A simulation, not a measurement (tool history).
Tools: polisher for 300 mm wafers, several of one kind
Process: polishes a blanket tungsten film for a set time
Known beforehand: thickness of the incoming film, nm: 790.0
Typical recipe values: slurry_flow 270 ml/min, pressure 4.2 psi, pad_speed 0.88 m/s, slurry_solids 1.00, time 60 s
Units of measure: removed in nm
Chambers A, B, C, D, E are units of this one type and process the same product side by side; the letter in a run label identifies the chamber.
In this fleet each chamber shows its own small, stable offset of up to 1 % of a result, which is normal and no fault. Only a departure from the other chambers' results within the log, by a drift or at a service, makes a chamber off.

{"hour": 3.0, "done": "chamber C: worn pad replaced by a new one"}
{"hour": 3.7, "done": "chamber B: slurry tank refilled with fresh slurry and peroxide"}
{"hour": 4.0, "done": "chamber B: worn pad replaced by a new one"}
{"hour": 4.6, "done": "chamber E: slurry blender recalibrated"}
{"run": "1A", "hour": 5.4, "slurry_flow": 270, "pressure": 4.2, "pad_speed": 0.88, "slurry_solids": 1.0, "time": 60, "removed": 268.46}
{"hour": 5.7, "done": "chamber A: slurry tank refilled with fresh slurry and peroxide"}
{"run": "2D", "hour": 10.9, "slurry_flow": 270, "pressure": 4.2, "pad_speed": 0.88, "slurry_solids": 1.0, "time": 60, "removed": 272.31}
{"run": "3B", "hour": 13.8, "slurry_flow": 270, "pressure": 4.2, "pad_speed": 0.88, "slurry_solids": 1.0, "time": 60, "removed": 268.83}
{"run": "4E", "hour": 18.8, "slurry_flow": 270, "pressure": 4.2, "pad_speed": 0.88, "slurry_solids": 1.0, "time": 60, "removed": 268.06}
{"hour": 22.4, "done": "chamber D: slurry tank refilled with fresh slurry and peroxide"}
{"run": "5C", "hour": 23.8, "slurry_flow": 270, "pressure": 4.2, "pad_speed": 0.88, "slurry_solids": 1.0, "time": 60, "removed": 264.64}
{"hour": 24.2, "done": "chamber C: head pressure recalibrated"}
{"run": "6A", "hour": 26.8, "slurry_flow": 270, "pressure": 4.2, "pad_speed": 0.88, "slurry_solids": 1.0, "time": 60, "removed": 268.74}
{"run": "7E", "hour": 32.6, "slurry_flow": 270, "pressure": 4.2, "pad_speed": 0.88, "slurry_solids": 1.0, "time": 60, "removed": 272.57}
{"run": "8B", "hour": 36.8, "slurry_flow": 270, "pressure": 4.2, "pad_speed": 0.88, "slurry_solids": 1.0, "time": 60, "removed": 276.25}
{"run": "9D", "hour": 41.9, "slurry_flow": 270, "pressure": 4.2, "pad_speed": 0.88, "slurry_solids": 1.0, "time": 60, "removed": 267.17}
{"run": "10C", "hour": 47.2, "slurry_flow": 270, "pressure": 4.2, "pad_speed": 0.88, "slurry_solids": 1.0, "time": 60, "removed": 265.01}
{"hour": 49.8, "done": "chamber A: worn pad replaced by a new one"}
{"run": "11B", "hour": 50.1, "slurry_flow": 270, "pressure": 4.2, "pad_speed": 0.88, "slurry_solids": 1.0, "time": 60, "removed": 269.34}
{"hour": 51.6, "done": "chamber C: slurry blender recalibrated"}
{"run": "12E", "hour": 53.7, "slurry_flow": 270, "pressure": 4.2, "pad_speed": 0.88, "slurry_solids": 1.0, "time": 60, "removed": 265.88}
{"hour": 56.8, "done": "chamber B: worn pad replaced by a new one"}
{"run": "13C", "hour": 59.1, "slurry_flow": 270, "pressure": 4.2, "pad_speed": 0.88, "slurry_solids": 1.0, "time": 60, "removed": 269.85}
{"run": "14D", "hour": 63.3, "slurry_flow": 270, "pressure": 4.2, "pad_speed": 0.88, "slurry_solids": 1.0, "time": 60, "removed": 263.22}
{"run": "15A", "hour": 68.9, "slurry_flow": 270, "pressure": 4.2, "pad_speed": 0.88, "slurry_solids": 1.0, "time": 60, "removed": 271.36}
{"hour": 73.6, "done": "chamber E: slurry tank refilled with fresh slurry and peroxide"}
{"run": "16A", "hour": 74.6, "slurry_flow": 270, "pressure": 4.2, "pad_speed": 0.88, "slurry_solids": 1.0, "time": 60, "removed": 267.9}
{"run": "17B", "hour": 79.1, "slurry_flow": 270, "pressure": 4.2, "pad_speed": 0.88, "slurry_solids": 1.0, "time": 60, "removed": 271.31}
{"run": "18D", "hour": 83.9, "slurry_flow": 270, "pressure": 4.2, "pad_speed": 0.88, "slurry_solids": 1.0, "time": 60, "removed": 270.24}
{"hour": 84.9, "done": "chamber A: slurry blender recalibrated"}
{"run": "19C", "hour": 88.6, "slurry_flow": 270, "pressure": 4.2, "pad_speed": 0.88, "slurry_solids": 1.0, "time": 60, "removed": 269.59}
{"run": "20E", "hour": 92.9, "slurry_flow": 270, "pressure": 4.2, "pad_speed": 0.88, "slurry_solids": 1.0, "time": 60, "removed": 267.23}
{"hour": 96.8, "done": "chamber E: worn pad replaced by a new one"}
{"hour": 97.8, "done": "chamber B: head pressure recalibrated"}
{"run": "21A", "hour": 97.8, "slurry_flow": 270, "pressure": 4.2, "pad_speed": 0.88, "slurry_solids": 1.0, "time": 60, "removed": 265.39}
{"run": "22D", "hour": 101.1, "slurry_flow": 270, "pressure": 4.2, "pad_speed": 0.68, "slurry_solids": 1.0, "time": 60, "removed": 207.78}
{"hour": 102.6, "done": "chamber D: worn pad replaced by a new one"}
{"run": "23E", "hour": 104.3, "slurry_flow": 270, "pressure": 4.2, "pad_speed": 0.68, "slurry_solids": 1.0, "time": 60, "removed": 207.05}
{"hour": 105.0, "done": "chamber A: worn pad replaced by a new one"}
{"hour": 107.2, "done": "chamber D: slurry tank refilled with fresh slurry and peroxide"}
{"hour": 109.2, "done": "chamber E: head pressure recalibrated"}
{"run": "24C", "hour": 109.5, "slurry_flow": 270, "pressure": 4.2, "pad_speed": 0.68, "slurry_solids": 1.0, "time": 60, "removed": 208.17}
{"run": "25B", "hour": 115.1, "slurry_flow": 270, "pressure": 4.2, "pad_speed": 0.68, "slurry_solids": 1.0, "time": 60, "removed": 233.53}
{"hour": 115.2, "done": "chamber B: worn pad replaced by a new one"}
{"run": "26A", "hour": 118.2, "slurry_flow": 270, "pressure": 4.2, "pad_speed": 0.68, "slurry_solids": 1.0, "time": 60, "removed": 210.07}
{"hour": 123.5, "done": "chamber C: worn pad replaced by a new one"}
{"run": "27D", "hour": 123.9, "slurry_flow": 270, "pressure": 4.2, "pad_speed": 0.88, "slurry_solids": 1.3, "time": 40, "removed": 191.99}
{"run": "28C", "hour": 128.2, "slurry_flow": 270, "pressure": 4.2, "pad_speed": 0.88, "slurry_solids": 1.3, "time": 40, "removed": 191.38}
{"hour": 129.0, "done": "chamber B: slurry blender recalibrated"}
{"run": "29B", "hour": 131.0, "slurry_flow": 270, "pressure": 4.2, "pad_speed": 0.88, "slurry_solids": 1.3, "time": 40, "removed": 215.93}
{"run": "30E", "hour": 134.9, "slurry_flow": 270, "pressure": 4.2, "pad_speed": 0.88, "slurry_solids": 1.3, "time": 40, "removed": 191.27}
{"run": "31D", "hour": 139.8, "slurry_flow": 270, "pressure": 4.2, "pad_speed": 0.88, "slurry_solids": 1.3, "time": 40, "removed": 191.44}
{"hour": 142.6, "done": "chamber C: slurry tank refilled with fresh slurry and peroxide"}
{"run": "32B", "hour": 144.8, "slurry_flow": 270, "pressure": 4.2, "pad_speed": 0.88, "slurry_solids": 1.0, "time": 60, "removed": 295.2}
{"hour": 149.8, "done": "chamber D: slurry blender recalibrated"}
{"run": "33E", "hour": 150.5, "slurry_flow": 270, "pressure": 4.2, "pad_speed": 0.88, "slurry_solids": 1.0, "time": 60, "removed": 267.14}
{"run": "34C", "hour": 155.4, "slurry_flow": 270, "pressure": 4.2, "pad_speed": 0.88, "slurry_solids": 1.0, "time": 60, "removed": 261.98}
{"hour": 157.5, "done": "chamber A: worn pad replaced by a new one"}
{"run": "35A", "hour": 158.7, "slurry_flow": 270, "pressure": 4.2, "pad_speed": 0.88, "slurry_solids": 1.0, "time": 60, "removed": 269.31}
{"hour": 162.5, "done": "chamber C: slurry blender recalibrated"}
{"run": "36E", "hour": 162.7, "slurry_flow": 270, "pressure": 4.2, "pad_speed": 1.0, "slurry_solids": 0.85, "time": 60, "removed": 298.46}
{"run": "37C", "hour": 165.9, "slurry_flow": 270, "pressure": 4.2, "pad_speed": 1.0, "slurry_solids": 0.85, "time": 60, "removed": 293.92}
{"run": "38A", "hour": 169.0, "slurry_flow": 270, "pressure": 4.2, "pad_speed": 1.0, "slurry_solids": 0.85, "time": 60, "removed": 293.8}
{"hour": 169.9, "done": "chamber B: worn pad replaced by a new one"}
{"hour": 171.8, "done": "chamber A: slurry tank refilled with fresh slurry and peroxide"}
{"run": "39B", "hour": 174.0, "slurry_flow": 270, "pressure": 4.2, "pad_speed": 1.0, "slurry_solids": 0.85, "time": 60, "removed": 333.65}
{"run": "40D", "hour": 179.6, "slurry_flow": 270, "pressure": 4.2, "pad_speed": 1.0, "slurry_solids": 0.85, "time": 60, "removed": 291.77}
{"run": "41D", "hour": 182.7, "slurry_flow": 270, "pressure": 4.2, "pad_speed": 0.88, "slurry_solids": 1.0, "time": 60, "removed": 270.2}
{"run": "42B", "hour": 185.2, "slurry_flow": 270, "pressure": 4.2, "pad_speed": 0.88, "slurry_solids": 1.0, "time": 60, "removed": 297.73}
{"run": "43C", "hour": 188.4, "slurry_flow": 235, "pressure": 4.2, "pad_speed": 0.88, "slurry_solids": 1.0, "time": 43, "removed": 187.77}
{"run": "44A", "hour": 194.0, "slurry_flow": 235, "pressure": 4.2, "pad_speed": 0.88, "slurry_solids": 1.0, "time": 43, "removed": 189.5}

What goes on in this fleet: one chamber off, a drifting gauge, or nothing beyond the chambers' own small offsets? Name the chamber and the cause, if any.

Chamber B came out of a service off from its peers and stayed that way.
Most likely cause: head's pressure above its setpoint, % = 11.4.

Here are 4 candidates for chamber B's next run, each the usual settings with a change, their results left as question marks. Which one brings its results back in line with what the others give on the usual settings?
In line means no further than this from the other chambers' mean on the usual settings: removed 9.30 nm
{"run": "45B-1", "hour": 198.2, "slurry_flow": 270, "pressure": 4.0, "pad_speed": 0.88, "slurry_solids": 1.0, "time": 60, "removed": "?"}
{"run": "45B-2", "hour": 198.2, "slurry_flow": 265, "pressure": 4.2, "pad_speed": 0.88, "slurry_solids": 1.0, "time": 53, "removed": "?"}
{"run": "45B-3", "hour": 198.2, "slurry_flow": 270, "pressure": 4.3, "pad_speed": 0.88, "slurry_solids": 1.0, "time": 61, "removed": "?"}
{"run": "45B-4", "hour": 198.2, "slurry_flow": 270, "pressure": 4.4, "pad_speed": 0.92, "slurry_solids": 1.0, "time": 62, "removed": "?"}

The other chambers' mean on the usual settings: removed 268.38 nm
run=45B-1 removed=285.98
run=45B-2 removed=264.89
run=45B-3 removed=312.79
run=45B-4 removed=340.05
The answer is 45B-2, which returns the chamber to within the allowed miss of the others.
